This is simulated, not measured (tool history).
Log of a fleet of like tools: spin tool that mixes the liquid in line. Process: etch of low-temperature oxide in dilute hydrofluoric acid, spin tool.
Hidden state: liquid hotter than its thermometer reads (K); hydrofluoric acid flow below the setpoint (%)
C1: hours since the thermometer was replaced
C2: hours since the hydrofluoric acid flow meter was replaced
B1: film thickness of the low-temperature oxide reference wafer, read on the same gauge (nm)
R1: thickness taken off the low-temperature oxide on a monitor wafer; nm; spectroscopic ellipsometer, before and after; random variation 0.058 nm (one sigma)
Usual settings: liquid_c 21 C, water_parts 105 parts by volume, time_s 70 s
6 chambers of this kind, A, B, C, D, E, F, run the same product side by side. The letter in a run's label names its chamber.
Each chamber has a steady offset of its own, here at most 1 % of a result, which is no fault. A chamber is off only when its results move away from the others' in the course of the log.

{"run": "1A", "day": 0.175, "liquid_c": 21, "water_parts": 105, "time_s": 70, "C1": 935.3, "C2": 215.6, "B1": 130.02, "R1": 14.431}
{"run": "2F", "day": 0.333, "liquid_c": 21, "water_parts": 105, "time_s": 70, "C1": 112.1, "C2": 70.8, "B1": 129.96, "R1": 14.361}
{"run": "3B", "day": 0.454, "liquid_c": 21, "water_parts": 105, "time_s": 70, "C1": 284.9, "C2": 215.7, "B1": 130.02, "R1": 14.473}
{"run": "4E", "day": 0.608, "liquid_c": 21, "water_parts": 105, "time_s": 70, "C1": 175.6, "C2": 869.3, "B1": 129.98, "R1": 14.368}
{"run": "5C", "day": 0.721, "liquid_c": 21, "water_parts": 105, "time_s": 70, "C1": 232.6, "C2": 666.2, "B1": 130, "R1": 14.45}
{"run": "6D", "day": 0.946, "liquid_c": 21, "water_parts": 105, "time_s": 70, "C1": 533.4, "C2": 579, "B1": 129.97, "R1": 14.483}
{"run": "7F", "day": 1.146, "liquid_c": 21, "water_parts": 105, "time_s": 70, "C1": 131.6, "C2": 90.3, "B1": 130.01, "R1": 14.235}
{"run": "8E", "day": 1.321, "liquid_c": 21, "water_parts": 105, "time_s": 70, "C1": 192.7, "C2": 886.4, "B1": 130, "R1": 14.403}
{"run": "9A", "day": 1.496, "liquid_c": 21, "water_parts": 105, "time_s": 70, "C1": 967, "C2": 247.3, "B1": 130.01, "R1": 14.382}
{"run": "10B", "day": 1.654, "liquid_c": 21, "water_parts": 105, "time_s": 70, "C1": 313.7, "C2": 244.5, "B1": 130.01, "R1": 14.49}
{"run": "11D", "day": 1.767, "liquid_c": 21, "water_parts": 105, "time_s": 90, "C1": 553.1, "C2": 598.7, "B1": 129.99, "R1": 18.538}
{"run": "12C", "day": 1.904, "liquid_c": 21, "water_parts": 105, "time_s": 90, "C1": 261, "C2": 694.6, "B1": 130.02, "R1": 18.587}
{"run": "13A", "day": 2.05, "liquid_c": 21, "water_parts": 105, "time_s": 90, "C1": 980.3, "C2": 260.6, "B1": 130.02, "R1": 18.831}
{"run": "14D", "day": 2.262, "liquid_c": 21, "water_parts": 105, "time_s": 90, "C1": 565, "C2": 610.6, "B1": 129.96, "R1": 18.29}
{"run": "15C", "day": 2.446, "liquid_c": 21, "water_parts": 105, "time_s": 90, "C1": 274, "C2": 707.6, "B1": 130.02, "R1": 18.476}
{"run": "16B", "day": 2.621, "liquid_c": 21, "water_parts": 105, "time_s": 90, "C1": 336.9, "C2": 267.7, "B1": 129.99, "R1": 18.675}
{"run": "17F", "day": 2.721, "liquid_c": 21, "water_parts": 105, "time_s": 70, "C1": 169.4, "C2": 128.1, "B1": 129.99, "R1": 14.255}
{"run": "18E", "day": 2.867, "liquid_c": 21, "water_parts": 105, "time_s": 70, "C1": 229.8, "C2": 923.5, "B1": 130.02, "R1": 14.374}
{"run": "19B", "day": 3.0, "liquid_c": 21, "water_parts": 105, "time_s": 70, "C1": 346, "C2": 276.8, "B1": 130.01, "R1": 14.414}
{"run": "20D", "day": 3.212, "liquid_c": 21, "water_parts": 105, "time_s": 70, "C1": 587.8, "C2": 633.4, "B1": 130.03, "R1": 14.131}
{"run": "21F", "day": 3.425, "liquid_c": 21, "water_parts": 105, "time_s": 70, "C1": 186.3, "C2": 145, "B1": 130.01, "R1": 14.312}
{"run": "22E", "day": 3.579, "liquid_c": 21, "water_parts": 105, "time_s": 70, "C1": 246.9, "C2": 940.6, "B1": 130.01, "R1": 14.473}
{"run": "23A", "day": 3.721, "liquid_c": 21, "water_parts": 105, "time_s": 70, "C1": 1020.4, "C2": 300.7, "B1": 130, "R1": 14.475}
{"run": "24C", "day": 3.883, "liquid_c": 21, "water_parts": 105, "time_s": 70, "C1": 308.5, "C2": 742.1, "B1": 129.96, "R1": 14.397}
{"run": "25B", "day": 4.088, "liquid_c": 25.5, "water_parts": 75, "time_s": 70, "C1": 372.1, "C2": 302.9, "B1": 129.98, "R1": 24.936}
{"run": "26F", "day": 4.217, "liquid_c": 25.5, "water_parts": 75, "time_s": 70, "C1": 205.3, "C2": 164, "B1": 129.99, "R1": 25.064}
{"run": "27A", "day": 4.392, "liquid_c": 25.5, "water_parts": 75, "time_s": 70, "C1": 1036.5, "C2": 316.8, "B1": 130.02, "R1": 25.221}
{"run": "28D", "day": 4.579, "liquid_c": 25.5, "water_parts": 75, "time_s": 70, "C1": 620.6, "C2": 666.2, "B1": 130.01, "R1": 24.173}
{"run": "29C", "day": 4.717, "liquid_c": 25.5, "water_parts": 75, "time_s": 70, "C1": 328.5, "C2": 762.1, "B1": 130.02, "R1": 24.742}
{"run": "30E", "day": 4.925, "liquid_c": 25.5, "water_parts": 75, "time_s": 70, "C1": 279.2, "C2": 972.9, "B1": 130, "R1": 25.039}
{"run": "31A", "day": 5.062, "liquid_c": 21, "water_parts": 105, "time_s": 70, "C1": 1052.6, "C2": 332.9, "B1": 130.04, "R1": 14.505}
{"run": "32D", "day": 5.25, "liquid_c": 26, "water_parts": 130, "time_s": 70, "C1": 636.7, "C2": 682.3, "B1": 129.99, "R1": 13.259}
{"run": "33C", "day": 5.362, "liquid_c": 26, "water_parts": 130, "time_s": 70, "C1": 344, "C2": 777.6, "B1": 129.97, "R1": 13.788}
{"run": "34F", "day": 5.488, "liquid_c": 26, "water_parts": 130, "time_s": 70, "C1": 235.8, "C2": 194.5, "B1": 130.02, "R1": 13.611}
{"run": "35B", "day": 5.683, "liquid_c": 26, "water_parts": 130, "time_s": 70, "C1": 410.4, "C2": 341.2, "B1": 129.98, "R1": 13.788}
{"run": "36E", "day": 5.825, "liquid_c": 26, "water_parts": 130, "time_s": 70, "C1": 300.8, "C2": 994.5, "B1": 129.99, "R1": 13.555}
{"run": "37F", "day": 5.946, "liquid_c": 26, "water_parts": 130, "time_s": 70, "C1": 246.8, "C2": 205.5, "B1": 130.01, "R1": 13.6}
{"run": "38B", "day": 6.146, "liquid_c": 21, "water_parts": 105, "time_s": 70, "C1": 421.5, "C2": 352.3, "B1": 130, "R1": 14.454}
{"run": "39D", "day": 6.3, "liquid_c": 21, "water_parts": 105, "time_s": 70, "C1": 661.9, "C2": 707.5, "B1": 130.03, "R1": 13.676}

Next, every chamber runs the same settings. What will each give?
{"run": "40A", "day": 6.462, "liquid_c": 21, "water_parts": 105, "time_s": 45, "R1": "?"}
{"run": "40B", "day": 6.462, "liquid_c": 21, "water_parts": 105, "time_s": 45, "R1": "?"}
{"run": "40C", "day": 6.462, "liquid_c": 21, "water_parts": 105, "time_s": 45, "R1": "?"}
{"run": "40D", "day": 6.462, "liquid_c": 21, "water_parts": 105, "time_s": 45, "R1": "?"}
{"run": "40E", "day": 6.462, "liquid_c": 21, "water_parts": 105, "time_s": 45, "R1": "?"}
{"run": "40F", "day": 6.462, "liquid_c": 21, "water_parts": 105, "time_s": 45, "R1": "?"}

run=40A R1=9.2945
run=40B R1=9.2782
run=40C R1=9.2855
run=40D R1=8.7475
run=40E R1=9.1893
run=40F R1=9.1657
